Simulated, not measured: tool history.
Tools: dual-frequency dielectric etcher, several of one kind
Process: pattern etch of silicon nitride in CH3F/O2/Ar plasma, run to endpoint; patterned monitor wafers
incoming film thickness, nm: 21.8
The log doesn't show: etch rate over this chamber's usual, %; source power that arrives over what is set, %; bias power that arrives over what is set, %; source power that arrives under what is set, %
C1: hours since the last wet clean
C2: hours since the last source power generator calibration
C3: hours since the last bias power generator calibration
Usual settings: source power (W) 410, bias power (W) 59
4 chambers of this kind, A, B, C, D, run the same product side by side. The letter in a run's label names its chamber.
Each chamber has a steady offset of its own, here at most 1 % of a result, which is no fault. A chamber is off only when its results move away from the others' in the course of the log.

run 1D hour=4.2 | source_power_(W)=410 bias_power_(W)=59 | C1=226.5 C2=2542.5 C3=2773.1 | endpoint_time_(s)=33.18
run 2A hour=9.3 | source_power_(W)=410 bias_power_(W)=59 | C1=338.3 C2=3261.4 C3=1589.6 | endpoint_time_(s)=33.272
run 3C hour=15.4 | source_power_(W)=410 bias_power_(W)=59 | C1=140.9 C2=246.3 C3=4154.3 | endpoint_time_(s)=33.582
run 4B hour=21.5 | source_power_(W)=410 bias_power_(W)=59 | C1=33.1 C2=1016.2 C3=2430 | endpoint_time_(s)=33.343
run 5C hour=27.5 | source_power_(W)=410 bias_power_(W)=59 | C1=153 C2=258.4 C3=4166.4 | endpoint_time_(s)=33.397
run 6D hour=34.6 | source_power_(W)=410 bias_power_(W)=59 | C1=256.9 C2=2572.9 C3=2803.5 | endpoint_time_(s)=32.95
run 7A hour=39 | source_power_(W)=410 bias_power_(W)=59 | C1=368 C2=3291.1 C3=1619.3 | endpoint_time_(s)=33.33
run 8B hour=45 | source_power_(W)=500 bias_power_(W)=69 | C1=56.6 C2=1039.7 C3=2453.5 | endpoint_time_(s)=29.268
run 9D hour=49 | source_power_(W)=500 bias_power_(W)=69 | C1=271.3 C2=2587.3 C3=2817.9 | endpoint_time_(s)=29.004
-- hour=50.7 chamber A: bias power generator calibrated
run 10B hour=53.9 | source_power_(W)=500 bias_power_(W)=69 | C1=65.5 C2=1048.6 C3=2462.4 | endpoint_time_(s)=29.537
run 11C hour=58.3 | source_power_(W)=500 bias_power_(W)=69 | C1=183.8 C2=289.2 C3=4197.2 | endpoint_time_(s)=29.312
run 12A hour=65.5 | source_power_(W)=410 bias_power_(W)=59 | C1=394.5 C2=3317.6 C3=14.9 | endpoint_time_(s)=33.265
run 13B hour=71 | source_power_(W)=410 bias_power_(W)=59 | C1=82.6 C2=1065.7 C3=2479.5 | endpoint_time_(s)=33.497
run 14A hour=76.2 | source_power_(W)=410 bias_power_(W)=59 | C1=405.2 C2=3328.3 C3=25.6 | endpoint_time_(s)=33.114
run 15C hour=83.6 | source_power_(W)=410 bias_power_(W)=59 | C1=209.1 C2=314.5 C3=4222.5 | endpoint_time_(s)=33.331
run 16D hour=90.8 | source_power_(W)=410 bias_power_(W)=59 | C1=313.1 C2=2629.1 C3=2859.7 | endpoint_time_(s)=33.12
run 17B hour=97.3 | source_power_(W)=410 bias_power_(W)=59 | C1=108.9 C2=1092 C3=2505.8 | endpoint_time_(s)=33.332
run 18D hour=101.9 | source_power_(W)=410 bias_power_(W)=59 | C1=324.2 C2=2640.2 C3=2870.8 | endpoint_time_(s)=32.966
run 19C hour=108.4 | source_power_(W)=410 bias_power_(W)=59 | C1=233.9 C2=339.3 C3=4247.3 | endpoint_time_(s)=33.202
run 20A hour=116 | source_power_(W)=410 bias_power_(W)=59 | C1=445 C2=3368.1 C3=65.4 | endpoint_time_(s)=33.541
run 21C hour=119.8 | source_power_(W)=410 bias_power_(W)=59 | C1=245.3 C2=350.7 C3=4258.7 | endpoint_time_(s)=33.256
run 22A hour=123.9 | source_power_(W)=410 bias_power_(W)=59 | C1=452.9 C2=3376 C3=73.3 | endpoint_time_(s)=33.354
run 23B hour=128 | source_power_(W)=410 bias_power_(W)=59 | C1=139.6 C2=1122.7 C3=2536.5 | endpoint_time_(s)=33.501
run 24D hour=134.4 | source_power_(W)=410 bias_power_(W)=59 | C1=356.7 C2=2672.7 C3=2903.3 | endpoint_time_(s)=33.107
run 25B hour=140.3 | source_power_(W)=410 bias_power_(W)=59 | C1=151.9 C2=1135 C3=2548.8 | endpoint_time_(s)=33.529
run 26C hour=146.5 | source_power_(W)=410 bias_power_(W)=59 | C1=272 C2=377.4 C3=4285.4 | endpoint_time_(s)=33.102
run 27A hour=150.9 | source_power_(W)=410 bias_power_(W)=59 | C1=479.9 C2=3403 C3=100.3 | endpoint_time_(s)=32.983
run 28D hour=155.7 | source_power_(W)=410 bias_power_(W)=59 | C1=378 C2=2694 C3=2924.6 | endpoint_time_(s)=33.043
-- hour=159.3 chamber A: wet clean of the chamber
run 29B hour=163.3 | source_power_(W)=410 bias_power_(W)=59 | C1=174.9 C2=1158 C3=2571.8 | endpoint_time_(s)=33.138
run 30C hour=170.5 | source_power_(W)=410 bias_power_(W)=59 | C1=296 C2=401.4 C3=4309.4 | endpoint_time_(s)=33.201
run 31A hour=174.2 | source_power_(W)=410 bias_power_(W)=59 | C1=14.9 C2=3426.3 C3=123.6 | endpoint_time_(s)=33.276

All 4 chambers run these settings next. Forecast each chamber's results:
run 32A hour=179.7 | source_power_(W)=410 bias_power_(W)=59 | endpoint_time_(s)=?
run 32B hour=179.7 | source_power_(W)=410 bias_power_(W)=59 | endpoint_time_(s)=?
run 32C hour=179.7 | source_power_(W)=410 bias_power_(W)=59 | endpoint_time_(s)=?
run 32D hour=179.7 | source_power_(W)=410 bias_power_(W)=59 | endpoint_time_(s)=?

run=32A endpoint_time_(s)=33.085
run=32B endpoint_time_(s)=33.438
run=32C endpoint_time_(s)=33.312
run=32D endpoint_time_(s)=33.091
